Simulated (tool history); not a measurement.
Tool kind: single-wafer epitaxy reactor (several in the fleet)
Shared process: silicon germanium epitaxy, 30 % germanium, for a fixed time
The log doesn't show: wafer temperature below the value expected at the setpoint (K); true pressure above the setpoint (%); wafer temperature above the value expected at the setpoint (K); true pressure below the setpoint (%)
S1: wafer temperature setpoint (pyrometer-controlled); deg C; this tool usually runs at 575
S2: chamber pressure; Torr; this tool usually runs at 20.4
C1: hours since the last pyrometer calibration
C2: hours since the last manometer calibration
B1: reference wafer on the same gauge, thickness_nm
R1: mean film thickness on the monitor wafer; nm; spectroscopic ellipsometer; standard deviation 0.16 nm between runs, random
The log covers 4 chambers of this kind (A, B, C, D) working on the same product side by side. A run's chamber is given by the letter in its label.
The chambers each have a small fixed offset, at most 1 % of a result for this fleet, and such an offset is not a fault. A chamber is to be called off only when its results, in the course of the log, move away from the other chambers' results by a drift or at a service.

run	day	S1	S2	C1	C2	B1	R1
1C	0.212	575	20.4	861.3	336.4	44.005	36.527
2D	0.596	575	20.4	1265.7	1612.5	44.038	37.048
3B	0.896	575	20.4	1705.7	147.4	44.013	36.699
4A	1.088	575	20.4	1192.4	454.3	44.021	36.97
5B	1.358	575	20.4	1716.8	158.5	44.004	37.146
6D	1.729	575	20.4	1292.9	1639.7	44.013	36.881
7A	1.996	581	20.4	1214.2	476.1	44	41.472
8C	2.333	581	20.4	912.2	387.3	44.041	41.127
9A	2.567	581	20.4	1227.9	489.8	43.94	41.451
10B	2.796	581	20.4	1751.3	193	43.963	41.846
11C	3.179	582	22.7	932.5	407.6	43.965	44.449
12D	3.438	582	22.7	1333.9	1680.7	44.013	44.454
13C	3.683	582	22.7	944.6	419.7	43.971	44.006
14D	3.954	582	22.7	1346.3	1693.1	44.003	44.299
15B	4.292	575	20.4	1787.2	228.9	44.005	37.134
16A	4.654	575	16.1	1278	539.9	44.013	33.804
17D	4.867	575	16.1	1368.2	1715	44.014	33.688
18A	5.05	575	16.1	1287.5	549.4	44.046	33.736
19B	5.362	575	16.1	1812.9	254.6	43.991	33.798
20C	5.738	575	20.4	993.9	469	43.994	36.562
21D	6.142	575	20.4	1398.8	1745.6	43.994	37.167
22A	6.525	575	20.4	1322.9	584.8	43.966	36.941
23C	6.725	575	20.4	1017.6	492.7	43.986	36.703
24B	7.092	575	20.4	1854.4	296.1	44.016	36.653
25A	7.288	575	20.4	1341.2	603.1	43.983	37.059
26C	7.604	575	20.4	1038.7	513.8	44.018	36.535
27D	7.792	575	20.4	1438.4	1785.2	43.997	37.086
28B	8.104	575	17.2	1878.7	320.4	43.994	34.473
29A	8.367	575	17.2	1367.1	629	43.953	34.523
30C	8.667	575	17.2	1064.2	539.3	44.039	34.373
31D	8.975	575	17.2	1466.8	1813.6	44.053	34.638
32B	9.167	575	20.4	1904.2	345.9	43.963	36.964
33A	9.438	575	20.4	1392.8	654.7	44.029	37.242
34B	9.746	561	20.4	1918.1	359.8	43.92	28.124
35C	10.112	561	20.4	1098.9	574	44.041	27.358
36D	10.392	561	20.4	1500.8	1847.6	44.041	28.221
37D	10.679	561	20.4	1507.7	1854.5	44.035	28.136
38C	10.854	575	25.2	1116.7	591.8	44.001	39.414
39B	11.096	575	25.2	1950.5	392.2	44.029	40.214
40A	11.475	575	25.2	1441.7	703.6	44.051	40.193
41B	11.771	575	25.2	1966.7	408.4	43.979	40.478
42A	12.112	575	20.4	1457	718.9	43.981	37.086
43C	12.375	584	22.6	1153.2	628.3	44.008	44.669

Has any chamber moved away from the others, gradually or after a service, or does the common gauge drift, or do the chambers differ only by their own small steady offsets? State the chamber and the most likely cause if one applies.

One chamber, C, drifts off from the rest bit by bit.
Likeliest cause: wafer temperature below the value expected at the setpoint (K) = 1.31.
The log may not separate it from: true pressure below the setpoint (%).

Which of the 4 candidates below, each the usual settings with something changed and its results left as question marks, puts chamber C back in line with what the other chambers give on the usual settings?
Maximum distance from the other chambers' mean on the usual settings for a result to count as in line: R1 0.57 nm
44C-1	12.662	575	22				?
44C-2	12.662	575	18.8				?
44C-3	12.662	578	20.7				?
44C-4	12.662	572	20.4				?

Average result of the remaining chambers running the usual settings: R1 37.021 nm
run	R1
44C-1	37.033
44C-2	34.797
44C-3	38.326
44C-4	33.886
It is 44C-1 that realigns the chamber with its peers.
